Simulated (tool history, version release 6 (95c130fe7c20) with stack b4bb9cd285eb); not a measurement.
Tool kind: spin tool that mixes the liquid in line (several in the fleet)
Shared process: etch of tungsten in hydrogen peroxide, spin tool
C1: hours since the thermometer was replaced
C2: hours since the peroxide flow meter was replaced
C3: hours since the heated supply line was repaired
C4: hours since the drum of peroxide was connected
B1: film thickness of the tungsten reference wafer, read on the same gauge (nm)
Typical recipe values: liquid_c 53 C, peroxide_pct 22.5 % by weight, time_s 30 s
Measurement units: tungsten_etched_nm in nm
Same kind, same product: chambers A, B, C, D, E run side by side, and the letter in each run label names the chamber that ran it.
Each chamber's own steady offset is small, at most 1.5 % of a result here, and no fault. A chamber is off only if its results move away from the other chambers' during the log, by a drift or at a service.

Run 1A, hour 8.7: usual settings; C1 1206.9; C2 290.8; C3 3658.1; C4 420.1; B1 59.978. Result: tungsten_etched_nm 40.107 nm.
Run 2B, hour 18.5: usual settings; C1 417.8; C2 397.8; C3 657.5; C4 274.5; B1 60.008. Result: tungsten_etched_nm 40.208 nm.
Run 3D, hour 27.3: usual settings; C1 639.3; C2 1192.8; C3 3239.6; C4 34.3; B1 59.999. Result: tungsten_etched_nm 39.626 nm.
At hour 29.5: chamber A: new drum of peroxide connected.
Run 4E, hour 41.2: usual settings; C1 1871.1; C2 394.8; C3 1268; C4 846.9; B1 60.005. Result: tungsten_etched_nm 40.016 nm.
Run 5C, hour 50.5: usual settings; C1 92.1; C2 320.2; C3 665.5; C4 285.1; B1 60.002. Result: tungsten_etched_nm 40.089 nm.
At hour 52.6: chamber A: heated supply line repaired.
Run 6D, hour 66: usual settings but peroxide_pct 15.5 % by weight; C1 678; C2 1231.5; C3 3278.3; C4 73; B1 59.929. Result: tungsten_etched_nm 32.931 nm.
Run 7A, hour 79: usual settings but peroxide_pct 15.5 % by weight; C1 1277.2; C2 361.1; C3 26.4; C4 49.5; B1 60. Result: tungsten_etched_nm 33.328 nm.
At hour 85.9: chamber B: new drum of peroxide connected.
Run 8C, hour 94.1: usual settings but peroxide_pct 15.5 % by weight; C1 135.7; C2 363.8; C3 709.1; C4 328.7; B1 60.016. Result: tungsten_etched_nm 33.259 nm.
Run 9E, hour 109.4: usual settings but peroxide_pct 15.5 % by weight; C1 1939.3; C2 463; C3 1336.2; C4 915.1; B1 60.019. Result: tungsten_etched_nm 32.776 nm.
Run 10B, hour 123.7: usual settings but peroxide_pct 15.5 % by weight; C1 523; C2 503; C3 762.7; C4 37.9; B1 59.987. Result: tungsten_etched_nm 33.023 nm.
Run 11A, hour 133.4: usual settings; C1 1331.6; C2 415.5; C3 80.8; C4 103.9; B1 60.008. Result: tungsten_etched_nm 40.173 nm.
Run 12B, hour 148.2: usual settings; C1 547.5; C2 527.5; C3 787.2; C4 62.4; B1 60.002. Result: tungsten_etched_nm 40.084 nm.
Run 13D, hour 161.2: usual settings but peroxide_pct 19.5 % by weight, time_s 45 s; C1 773.2; C2 1326.7; C3 3373.5; C4 168.2; B1 59.974. Result: tungsten_etched_nm 55.455 nm.
At hour 176.5: chamber D: heated supply line repaired.
Run 14E, hour 176.6: usual settings but peroxide_pct 19.5 % by weight, time_s 45 s; C1 2006.5; C2 530.2; C3 1403.4; C4 982.3; B1 60.025. Result: tungsten_etched_nm 55.346 nm.
Run 15C, hour 189.2: usual settings but peroxide_pct 19.5 % by weight, time_s 45 s; C1 230.8; C2 458.9; C3 804.2; C4 423.8; B1 60.007. Result: tungsten_etched_nm 55.581 nm.
Run 16E, hour 199.3: usual settings but peroxide_pct 19.5 % by weight, time_s 45 s; C1 2029.2; C2 552.9; C3 1426.1; C4 1005; B1 60.042. Result: tungsten_etched_nm 55.791 nm.
Run 17A, hour 208.6: usual settings but peroxide_pct 19.5 % by weight, time_s 45 s; C1 1406.8; C2 490.7; C3 156; C4 179.1; B1 60.005. Result: tungsten_etched_nm 56.313 nm.
Run 18D, hour 217.5: usual settings; C1 829.5; C2 1383; C3 41.1; C4 224.5; B1 59.952. Result: tungsten_etched_nm 39.894 nm.
Run 19C, hour 224.6: usual settings; C1 266.2; C2 494.3; C3 839.6; C4 459.2; B1 60.011. Result: tungsten_etched_nm 39.808 nm.
Run 20B, hour 239.7: usual settings; C1 639; C2 619; C3 878.7; C4 153.9; B1 60.002. Result: tungsten_etched_nm 40.125 nm.
Run 21D, hour 250.7: usual settings; C1 862.7; C2 1416.2; C3 74.3; C4 257.7; B1 59.973. Result: tungsten_etched_nm 39.62 nm.
Run 22B, hour 263.9: usual settings; C1 663.2; C2 643.2; C3 902.9; C4 178.1; B1 59.993. Result: tungsten_etched_nm 40.015 nm.
Run 23C, hour 276.9: usual settings but liquid_c 61 C; C1 318.5; C2 546.6; C3 891.9; C4 511.5; B1 60.024. Result: tungsten_etched_nm 63.068 nm.
Run 24A, hour 289.7: usual settings but liquid_c 61 C; C1 1487.9; C2 571.8; C3 237.1; C4 260.2; B1 60.023. Result: tungsten_etched_nm 64.162 nm.
Run 25E, hour 298: usual settings but liquid_c 61 C; C1 2127.9; C2 651.6; C3 1524.8; C4 1103.7; B1 59.951. Result: tungsten_etched_nm 63.615 nm.
Run 26A, hour 307: usual settings but liquid_c 61 C; C1 1505.2; C2 589.1; C3 254.4; C4 277.5; B1 60.076. Result: tungsten_etched_nm 63.767 nm.
Run 27E, hour 314.7: usual settings but liquid_c 61 C; C1 2144.6; C2 668.3; C3 1541.5; C4 1120.4; B1 59.945. Result: tungsten_etched_nm 63.883 nm.
Run 28B, hour 325.5: usual settings; C1 724.8; C2 704.8; C3 964.5; C4 239.7; B1 59.979. Result: tungsten_etched_nm 40.16 nm.
At hour 333.1: chamber E: heated supply line repaired.
Run 29D, hour 340.9: usual settings; C1 952.9; C2 1506.4; C3 164.5; C4 347.9; B1 59.936. Result: tungsten_etched_nm 39.743 nm.
Run 30C, hour 351.7: usual settings; C1 393.3; C2 621.4; C3 966.7; C4 586.3; B1 59.982. Result: tungsten_etched_nm 38.888 nm.
Run 31E, hour 360: usual settings; C1 2189.9; C2 713.6; C3 27; C4 1165.7; B1 59.99. Result: tungsten_etched_nm 39.876 nm.
At hour 361.2: chamber B: peroxide flow meter replaced.
Run 32A, hour 369.7: usual settings; C1 1567.9; C2 651.8; C3 317.1; C4 340.2; B1 60.024. Result: tungsten_etched_nm 40.314 nm.
Run 33C, hour 384.6: usual settings but liquid_c 45.5 C, peroxide_pct 26.5 % by weight; C1 426.2; C2 654.3; C3 999.6; C4 619.2; B1 59.992. Result: tungsten_etched_nm 26.323 nm.
At hour 387.8: chamber A: thermometer replaced.
Run 34B, hour 396.4: usual settings but liquid_c 45.5 C, peroxide_pct 26.5 % by weight; C1 795.7; C2 35.2; C3 1035.4; C4 310.6; B1 60.002. Result: tungsten_etched_nm 27.517 nm.
Run 35D, hour 403.3: usual settings but liquid_c 45.5 C, peroxide_pct 26.5 % by weight; C1 1015.3; C2 1568.8; C3 226.9; C4 410.3; B1 59.98. Result: tungsten_etched_nm 27.423 nm.
Run 36C, hour 410.2: usual settings but liquid_c 45.5 C, peroxide_pct 26.5 % by weight; C1 451.8; C2 679.9; C3 1025.2; C4 644.8; B1 60.003. Result: tungsten_etched_nm 26.405 nm.
Run 37A, hour 423: usual settings but liquid_c 45.5 C, peroxide_pct 26.5 % by weight; C1 35.2; C2 705.1; C3 370.4; C4 393.5; B1 60.042. Result: tungsten_etched_nm 27.832 nm.
At hour 428: chamber B: new drum of peroxide connected.
Run 38B, hour 429.9: usual settings; C1 829.2; C2 68.7; C3 1068.9; C4 1.9; B1 59.941. Result: tungsten_etched_nm 40.272 nm.

Which is it: a chamber that has drifted or been left off by a service, a gauge drift common to all chambers, or only each chamber's usual small offset? If a chamber is off, name it and its likeliest cause.

Chamber C drifts away from the others.
Cause: temperature lost on the way to the wafer (K) = 0.55.
It could be hard to tell apart here from: liquid colder than its thermometer reads (K); peroxide flow below the setpoint (%); peroxide weaker than its label (%).

Below are 4 candidate recipes for chamber C's next run, each the usual settings with a change, their results shown as question marks. Which of them brings C's results back in line with what the other chambers give on the usual settings?
In line means no further than this from the other chambers' mean on the usual settings: tungsten_etched_nm 0.44 nm
Run 39C-1, hour 441.2: usual settings but peroxide_pct 23 % by weight. Result: tungsten_etched_nm ?.
Run 39C-2, hour 441.2: usual settings but liquid_c 52.5 C. Result: tungsten_etched_nm ?.
Run 39C-3, hour 441.2: usual settings but peroxide_pct 22 % by weight. Result: tungsten_etched_nm ?.
Run 39C-4, hour 441.2: usual settings but liquid_c 53.5 C. Result: tungsten_etched_nm ?.

Average result of the remaining chambers running the usual settings: tungsten_etched_nm 40.012 nm
  run  tungsten_etched_nm
39C-1              39.139
39C-2              37.563
39C-3              38.281
39C-4              39.918
The right change is 39C-4: it brings the chamber back within the allowed miss of the others.

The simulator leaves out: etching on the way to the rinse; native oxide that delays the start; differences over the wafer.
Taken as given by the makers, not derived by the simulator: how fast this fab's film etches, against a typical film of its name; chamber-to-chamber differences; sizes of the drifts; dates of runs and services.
